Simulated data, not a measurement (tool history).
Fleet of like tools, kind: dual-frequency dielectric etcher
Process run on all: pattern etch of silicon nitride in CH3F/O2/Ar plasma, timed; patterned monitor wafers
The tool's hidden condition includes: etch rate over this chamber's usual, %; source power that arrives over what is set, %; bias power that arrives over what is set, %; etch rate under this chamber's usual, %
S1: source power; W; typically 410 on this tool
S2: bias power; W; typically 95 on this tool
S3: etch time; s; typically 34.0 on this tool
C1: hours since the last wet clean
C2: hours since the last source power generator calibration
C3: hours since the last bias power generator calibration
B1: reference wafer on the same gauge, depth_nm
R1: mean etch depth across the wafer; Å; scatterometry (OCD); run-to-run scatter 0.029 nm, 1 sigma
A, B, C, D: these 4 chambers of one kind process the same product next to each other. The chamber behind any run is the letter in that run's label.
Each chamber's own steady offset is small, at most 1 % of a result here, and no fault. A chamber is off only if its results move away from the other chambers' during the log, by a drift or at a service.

run     day   S1   S2    S3     C1      C2      C3      B1      R1
      0.329  -- chamber D: wet clean of the chamber
 1B   0.438  410   95  34.0  347.4    23.9  2692.8  29.394  264.64
 2C   0.929  410   95  34.0  481.7   464.4    32.4  29.395  266.02
 3A   1.442  410   95  34.0  339.6  2191.3   260.3  29.389  267.25
      1.496  -- chamber B: wet clean of the chamber
      1.654  -- chamber A: wet clean of the chamber
 4D   1.954  410   95  34.0   39.1  2567.4   716.1  29.389  267.10
 5B   2.258  410   95  34.0   18.3    67.6  2736.5  29.379  264.49
 6C   2.612  410   95  34.0  522.1   504.8    72.8  29.377  265.40
 7A   3.150  410   95  34.0   35.9  2232.3   301.3  29.377  266.82
      3.438  -- chamber B: bias power generator calibrated
 8D   3.646  410   95  34.0   79.7  2608.0   756.7  29.372  267.00
 9D   4.029  410  104  34.0   88.9  2617.2   765.9  29.371  275.83
      4.317  -- chamber C: wet clean of the chamber
10C   4.450  410  104  34.0    3.2   548.9   116.9  29.362  273.83
11B   4.871  410  104  34.0   81.0   130.3    34.5  29.366  273.08
12A   5.283  410  104  34.0   87.1  2283.5   352.5  29.358  275.49
13D   5.767  410   95  34.0  130.6  2658.9   807.6  29.352  266.87
14A   6.183  410   95  34.0  108.7  2305.1   374.1  29.346  266.66
15B   6.475  410   95  34.0  119.5   168.8    73.0  29.348  264.30
16C   6.921  410   95  34.0   62.5   608.2   176.2  29.338  265.09
17D   7.421  410   95  34.0  170.3  2698.6   847.3  29.332  266.95
18C   7.717  410   95  34.0   81.6   627.3   195.3  29.341  264.66
19B   8.233  410   95  34.0  161.7   211.0   115.2  29.341  264.20
20A   8.604  410   95  34.0  166.8  2363.2   432.2  29.329  266.54
21C   8.917  410   95  34.0  110.4   656.1   224.1  29.326  264.64
22D   9.354  440  110  34.0  216.7  2745.0   893.7  29.322  288.14
23B   9.888  440  110  34.0  201.4   250.7   154.9  29.327  285.97
24A  10.408  440  110  34.0  210.1  2406.5   475.5  29.329  287.38
25B  10.654  440  110  34.0  219.8   269.1   173.3  29.312  285.89
26D  11.079  410   95  34.0  258.1  2786.4   935.1  29.304  266.41
27C  11.529  410   95  34.0  173.1   718.8   286.8  29.312  264.34
28A  11.842  410   95  34.0  244.5  2440.9   509.9  29.307  265.92
29D  12.129  480   95  34.0  283.3  2811.6   960.3  29.304  282.11
30C  12.671  480   95  34.0  200.5   746.2   314.2  29.305  280.38
31A  13.183  480   95  34.0  276.7  2473.1   542.1  29.292  282.48
32B  13.488  480   95  34.0  287.8   337.1   241.3  29.290  280.08
33C  14.029  410   95  34.0  233.1   778.8   346.8  29.290  264.32
34A  14.283  410   95  34.0  303.1  2499.5   568.5  29.290  266.24
35D  14.692  410   95  34.0  344.8  2873.1  1021.8  29.274  266.33
36B  15.183  410   95  34.0  328.5   377.8   282.0  29.276  263.62
37A  15.621  410   95  34.0  335.2  2531.6   600.6  29.275  266.32
38D  15.912  410   95  34.0  374.1  2902.4  1051.1  29.273  265.61

One chamber off, gauge drift, or nothing amiss beyond the chambers' own small offsets? If it is a chamber, which one, and what is the likeliest cause?

Every chamber seems to shift together because the gauge that measures them all drifts; the chambers themselves are fine.
Most likely cause: gauge reads low (%) = 0.443.
